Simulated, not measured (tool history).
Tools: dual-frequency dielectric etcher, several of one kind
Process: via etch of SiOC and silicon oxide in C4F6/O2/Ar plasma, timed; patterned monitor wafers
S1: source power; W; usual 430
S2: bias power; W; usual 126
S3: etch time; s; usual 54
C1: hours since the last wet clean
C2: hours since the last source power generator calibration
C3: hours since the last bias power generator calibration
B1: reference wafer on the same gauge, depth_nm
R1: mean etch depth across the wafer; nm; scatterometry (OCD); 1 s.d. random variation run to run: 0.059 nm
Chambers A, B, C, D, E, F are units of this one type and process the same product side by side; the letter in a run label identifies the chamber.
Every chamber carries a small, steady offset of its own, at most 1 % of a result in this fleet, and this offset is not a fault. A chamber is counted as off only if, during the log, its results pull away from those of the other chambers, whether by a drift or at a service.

run	hour	S1	S2	S3	C1	C2	C3	B1	R1
# hour 0.8: chamber F: source power generator calibrated
1B	10.4	430	126	54	131.5	369.5	1403.9	56.798	55.738
2C	18.9	430	126	54	391.4	4723.6	829.4	56.789	56.492
3D	27.1	430	126	54	442.2	2636.4	1253.6	56.778	56.51
# hour 30.8: chamber C: wet clean of the chamber
4E	36.9	430	126	54	422.1	2337.3	95.1	56.789	56.187
5F	44.1	430	126	54	236.5	43.3	2345.9	56.782	56.304
6A	52.7	430	126	54	87.3	179.2	1161	56.779	56.243
7A	66.4	430	126	54	101	192.9	1174.7	56.763	56.254
8B	78.5	430	126	54	199.6	437.6	1472	56.757	55.54
9C	87.8	430	126	54	57.1	4792.5	898.3	56.762	56.509
10D	102.9	430	108	54	518	2712.2	1329.4	56.743	53.872
11E	116.7	430	108	54	501.9	2417.1	174.9	56.729	53.641
# hour 129.8: chamber E: wet clean of the chamber
12F	130.5	430	108	54	322.9	129.7	2432.3	56.739	53.716
13E	140.7	430	108	54	11	2441.1	198.9	56.737	53.733
14A	153.8	430	108	54	188.4	280.3	1262.1	56.712	53.783
# hour 165.8: chamber D: wet clean of the chamber
15D	166.1	430	108	54	0.3	2775.4	1392.6	56.708	53.8
16B	176	430	126	54	297.1	535.1	1569.5	56.699	55.582
17F	182.9	430	126	54	375.3	182.1	2484.7	56.714	56.162
18C	190.6	430	126	54	159.9	4895.3	1001.1	56.695	56.476
19C	201	430	126	54	170.3	4905.7	1011.5	56.69	56.365
20D	216.4	430	126	54	50.6	2825.7	1442.9	56.678	56.325
# hour 229.1: chamber F: wet clean of the chamber
21E	230	430	126	54	100.3	2530.4	288.2	56.673	56.056
22B	245.6	430	150	54	366.7	604.7	1639.1	56.65	58.504
23F	257.1	430	150	54	28	256.3	2558.9	56.659	59.224
24A	272.8	430	150	54	307.4	399.3	1381.1	56.651	59.223
# hour 286.8: chamber B: wet clean of the chamber
25E	287	430	150	54	157.3	2587.4	345.2	56.659	59.09
26A	295.4	430	150	54	330	421.9	1403.7	56.638	59.136
27F	310.5	430	150	54	81.4	309.7	2612.3	56.634	59.294
# hour 319: chamber A: wet clean of the chamber
28B	320.5	430	126	54	33.7	679.6	1714	56.622	55.6
29C	332.5	430	126	54	301.8	5037.2	1143	56.631	56.286
30D	339.4	430	126	54	173.6	2948.7	1565.9	56.626	56.191
31A	348.7	360	104	54	29.7	475.2	1457	56.604	49.342
32F	361.9	360	104	54	132.8	361.1	2663.7	56.614	49.38
# hour 368.2: chamber C: source power generator calibrated
33D	377.5	360	104	54	211.7	2986.8	1604	56.596	49.376
34B	388	360	104	54	101.2	747.1	1781.5	56.596	48.822
35E	399.7	360	104	54	270	2700.1	457.9	56.595	49.407
36C	412.9	360	104	54	382.2	44.7	1223.4	56.589	49.633
37D	427.1	430	126	54	261.3	3036.4	1653.6	56.574	56.234
38A	441.9	430	126	54	122.9	568.4	1550.2	56.579	55.987

For the next run the whole fleet of 6 chambers uses the same settings. Give each chamber's results:
39A	453.3	430	126	41					?
39B	453.3	430	126	41					?
39C	453.3	430	126	41					?
39D	453.3	430	126	41					?
39E	453.3	430	126	41					?
39F	453.3	430	126	41					?

run	R1
39A	42.483
39B	42.059
39C	42.753
39D	42.736
39E	42.45
39F	42.56

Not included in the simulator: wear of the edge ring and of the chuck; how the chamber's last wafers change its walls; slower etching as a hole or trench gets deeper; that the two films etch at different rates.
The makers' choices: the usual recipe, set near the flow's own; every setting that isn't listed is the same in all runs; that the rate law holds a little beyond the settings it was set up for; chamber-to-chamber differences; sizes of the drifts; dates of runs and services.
